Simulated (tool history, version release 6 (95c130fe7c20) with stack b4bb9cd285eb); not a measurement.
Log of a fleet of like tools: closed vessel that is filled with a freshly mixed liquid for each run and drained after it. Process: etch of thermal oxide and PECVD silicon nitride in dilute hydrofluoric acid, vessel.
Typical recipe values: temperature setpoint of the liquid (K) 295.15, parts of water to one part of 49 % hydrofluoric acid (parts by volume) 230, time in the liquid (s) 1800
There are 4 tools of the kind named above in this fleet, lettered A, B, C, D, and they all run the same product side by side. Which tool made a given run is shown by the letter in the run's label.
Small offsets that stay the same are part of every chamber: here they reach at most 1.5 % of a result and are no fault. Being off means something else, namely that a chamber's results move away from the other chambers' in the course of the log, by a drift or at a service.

| run | hour | temperature setpoint of the liquid (K) | parts of water to one part of 49 % hydrofluoric acid (parts by volume) | time in the liquid (s) | hours since the thermometer was replaced | hours since the hydrofluoric acid flow meter was replaced | read-back film thickness of the thermal oxide reference wafer, read on the same gauge (nm) | read-back film thickness of the PECVD silicon nitride reference wafer, read on the same gauge (nm) | thickness taken off the thermal oxide on a monitor wafer (nm) | thickness taken off the PECVD silicon nitride on a monitor wafer (nm) |
|---|---|---|---|---|---|---|---|---|---|---|
| 1D | 5.3 | 295.15 | 230 | 1800 | 412.6 | 506.6 | 110.06 | 129.96 | 29.831 | 24.667 |
| 2C | 14.5 | 295.15 | 230 | 1800 | 1306.3 | 460.2 | 110.02 | 130.00 | 29.878 | 25.256 |
|  | 15.9 | chamber C: thermometer replaced |
| 3A | 21.2 | 295.15 | 230 | 1800 | 357.0 | 1026.6 | 109.97 | 130.00 | 29.797 | 24.795 |
| 4B | 26.8 | 295.15 | 230 | 1800 | 1003.3 | 234.3 | 109.99 | 129.99 | 29.838 | 25.101 |
| 5A | 31.6 | 295.15 | 230 | 1030 | 367.4 | 1037.0 | 110.00 | 130.00 | 17.135 | 14.015 |
| 6D | 36.7 | 295.15 | 230 | 1030 | 444.0 | 538.0 | 110.01 | 129.99 | 17.110 | 14.406 |
| 7B | 43.9 | 295.15 | 230 | 1030 | 1020.4 | 251.4 | 110.05 | 129.98 | 17.108 | 14.142 |
| 8C | 52.3 | 295.15 | 230 | 1030 | 36.5 | 498.0 | 109.95 | 130.01 | 17.173 | 14.338 |
| 9A | 60.5 | 295.15 | 230 | 1800 | 396.3 | 1065.9 | 110.02 | 130.01 | 29.919 | 25.028 |
|  | 67.6 | chamber D: hydrofluoric acid flow meter replaced |
| 10C | 70.1 | 296.65 | 140 | 1800 | 54.3 | 515.8 | 110.04 | 129.99 | 57.888 | 46.070 |
| 11B | 77.1 | 296.65 | 140 | 1800 | 1053.6 | 284.6 | 110.01 | 129.99 | 56.906 | 44.696 |
| 12D | 82.0 | 296.65 | 140 | 1800 | 489.3 | 14.4 | 110.01 | 129.97 | 56.526 | 44.623 |
| 13B | 88.5 | 296.65 | 140 | 1800 | 1065.0 | 296.0 | 110.00 | 130.04 | 56.656 | 45.016 |
| 14A | 93.4 | 295.15 | 230 | 1800 | 429.2 | 1098.8 | 109.99 | 129.97 | 29.907 | 25.236 |
| 15C | 98.8 | 295.15 | 230 | 1800 | 83.0 | 544.5 | 110.04 | 130.00 | 30.124 | 25.149 |
| 16D | 109.0 | 298.15 | 230 | 1800 | 516.3 | 41.4 | 110.04 | 130.03 | 33.390 | 30.553 |
| 17A | 114.2 | 298.15 | 230 | 1800 | 450.0 | 1119.6 | 109.97 | 129.99 | 33.302 | 30.155 |
| 18C | 122.2 | 298.15 | 230 | 1800 | 106.4 | 567.9 | 110.03 | 130.00 | 33.278 | 30.629 |
| 19D | 131.0 | 298.15 | 230 | 1800 | 538.3 | 63.4 | 110.02 | 130.01 | 33.478 | 30.122 |
| 20B | 136.2 | 295.15 | 230 | 1800 | 1112.7 | 343.7 | 110.02 | 129.98 | 29.781 | 24.851 |
| 21A | 144.2 | 295.15 | 230 | 1800 | 480.0 | 1149.6 | 109.97 | 129.99 | 29.735 | 25.142 |
| 22C | 149.3 | 295.15 | 230 | 1800 | 133.5 | 595.0 | 110.05 | 130.02 | 29.950 | 24.814 |
| 23D | 158.2 | 295.15 | 230 | 1800 | 565.5 | 90.6 | 110.00 | 130.01 | 30.079 | 24.835 |
| 24B | 164.4 | 295.15 | 230 | 1800 | 1140.9 | 371.9 | 109.98 | 130.02 | 29.998 | 25.347 |
| 25A | 174.6 | 295.15 | 230 | 1800 | 510.4 | 1180.0 | 110.00 | 129.99 | 29.925 | 25.146 |
| 26B | 182.6 | 295.15 | 230 | 1800 | 1159.1 | 390.1 | 110.02 | 129.99 | 29.922 | 25.139 |
| 27C | 189.1 | 295.15 | 230 | 1800 | 173.3 | 634.8 | 110.02 | 130.01 | 29.902 | 25.740 |
| 28D | 196.8 | 295.15 | 230 | 1800 | 604.1 | 129.2 | 110.06 | 130.00 | 29.864 | 25.197 |
| 29A | 206.1 | 295.15 | 230 | 1800 | 541.9 | 1211.5 | 109.98 | 129.98 | 29.924 | 24.621 |
| 30C | 210.6 | 295.15 | 230 | 1800 | 194.8 | 656.3 | 110.02 | 129.98 | 29.904 | 25.097 |
| 31D | 219.2 | 295.15 | 230 | 1800 | 626.5 | 151.6 | 110.03 | 129.98 | 30.064 | 24.925 |
| 32B | 224.7 | 295.15 | 230 | 1800 | 1201.2 | 432.2 | 110.05 | 130.03 | 29.984 | 24.907 |
| 33A | 229.3 | 295.15 | 230 | 1800 | 565.1 | 1234.7 | 110.00 | 129.97 | 29.838 | 24.925 |
| 34B | 237.0 | 297.15 | 230 | 940 | 1213.5 | 444.5 | 109.94 | 130.02 | 16.739 | 14.856 |
| 35D | 247.0 | 297.15 | 230 | 940 | 654.3 | 179.4 | 110.05 | 129.95 | 16.858 | 14.957 |
| 36C | 255.8 | 297.15 | 230 | 940 | 240.0 | 701.5 | 109.97 | 129.99 | 16.838 | 14.997 |
| 37D | 265.2 | 297.15 | 230 | 940 | 672.5 | 197.6 | 110.01 | 130.03 | 16.874 | 14.524 |
| 38B | 272.5 | 295.15 | 230 | 1800 | 1249.0 | 480.0 | 109.98 | 130.01 | 29.839 | 25.280 |
| 39A | 280.6 | 295.15 | 230 | 1800 | 616.4 | 1286.0 | 109.94 | 130.03 | 29.695 | 25.045 |
| 40C | 289.8 | 295.15 | 230 | 1800 | 274.0 | 735.5 | 110.01 | 129.99 | 29.852 | 25.334 |
| 41B | 298.6 | 295.15 | 230 | 1800 | 1275.1 | 506.1 | 109.97 | 129.96 | 30.067 | 25.236 |
| 42A | 308.6 | 298.15 | 230 | 1800 | 644.4 | 1314.0 | 110.01 | 129.99 | 33.382 | 30.139 |

Predict what each chamber gives when all 4 of them run the settings below next.
| 43A | 316.0 | 295.15 | 230 | 915 |  |  |  |  | ? | ? |
| 43B | 316.0 | 295.15 | 230 | 915 |  |  |  |  | ? | ? |
| 43C | 316.0 | 295.15 | 230 | 915 |  |  |  |  | ? | ? |
| 43D | 316.0 | 295.15 | 230 | 915 |  |  |  |  | ? | ? |

| run | thickness taken off the thermal oxide on a monitor wafer (nm) | thickness taken off the PECVD silicon nitride on a monitor wafer (nm) |
|---|---|---|
| 43A | 15.151 | 12.601 |
| 43B | 15.136 | 12.798 |
| 43C | 15.179 | 13.030 |
| 43D | 15.234 | 12.678 |
